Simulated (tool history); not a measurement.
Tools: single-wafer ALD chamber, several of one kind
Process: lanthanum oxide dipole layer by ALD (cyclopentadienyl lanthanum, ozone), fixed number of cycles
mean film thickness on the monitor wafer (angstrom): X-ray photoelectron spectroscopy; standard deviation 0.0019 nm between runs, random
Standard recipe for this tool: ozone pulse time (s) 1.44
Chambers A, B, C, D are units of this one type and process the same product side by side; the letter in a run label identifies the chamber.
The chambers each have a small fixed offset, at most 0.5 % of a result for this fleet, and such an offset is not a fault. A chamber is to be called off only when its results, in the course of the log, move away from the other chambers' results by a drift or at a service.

run   hour  ozone pulse time (s)  read-back reference wafer on the same gauge, thickness_nm  mean film thickness on the monitor wafer (angstrom)
 1B    7.4                  1.44                                                    0.52478                                               5.4193
 2D   13.1                  1.44                                                    0.52461                                               5.4540
 3A   24.1                  1.44                                                    0.52434                                               5.4302
 4C   29.2                  1.44                                                    0.52440                                               5.4196
 5D   35.1                  1.44                                                    0.52514                                               5.4672
 6C   44.3                  1.44                                                    0.52494                                               5.4824
 7B   54.6                  1.01                                                    0.52520                                               5.0026
 8A   65.7                  1.01                                                    0.52493                                               5.0447
 9A   74.0                  1.01                                                    0.52477                                               5.0254
10D   84.8                  1.01                                                    0.52499                                               5.0328
11B   93.8                  1.44                                                    0.52521                                               5.4404
12C  103.2                  1.44                                                    0.52454                                               5.4580
13C  114.4                  1.44                                                    0.52478                                               5.4336
14B  121.8                  1.44                                                    0.52547                                               5.4492
15A  132.4                  1.85                                                    0.52476                                               5.6305
     135.4  -- chamber D: ozone generator serviced
16D  137.9                  1.85                                                    0.52507                                               5.6703
17B  148.2                  1.85                                                    0.52539                                               5.6443
18A  153.3                  1.85                                                    0.52533                                               5.6431
19D  161.1                  1.44                                                    0.52455                                               5.4706
20C  168.9                  1.44                                                    0.52504                                               5.4194
21D  176.2                  1.44                                                    0.52506                                               5.4612
22B  184.0                  1.44                                                    0.52488                                               5.4729
23C  194.4                  1.44                                                    0.52509                                               5.4175
24A  201.6                  1.44                                                    0.52517                                               5.4508
     209.1  -- chamber C: ozone generator serviced
25B  212.4                  1.44                                                    0.52517                                               5.4375
26D  220.7                  1.44                                                    0.52469                                               5.4374
27C  229.7                  1.44                                                    0.52430                                               5.4354
28A  237.5                  1.44                                                    0.52517                                               5.4909
29D  246.7                  1.44                                                    0.52477                                               5.4385

All 4 chambers run these settings next. Forecast each chamber's results:
30A  254.8                  1.44                                                                                                               ?
30B  254.8                  1.44                                                                                                               ?
30C  254.8                  1.44                                                                                                               ?
30D  254.8                  1.44                                                                                                               ?

run  mean film thickness on the monitor wafer (angstrom)
30A                                               5.4790
30B                                               5.4297
30C                                               5.4690
30D                                               5.4800

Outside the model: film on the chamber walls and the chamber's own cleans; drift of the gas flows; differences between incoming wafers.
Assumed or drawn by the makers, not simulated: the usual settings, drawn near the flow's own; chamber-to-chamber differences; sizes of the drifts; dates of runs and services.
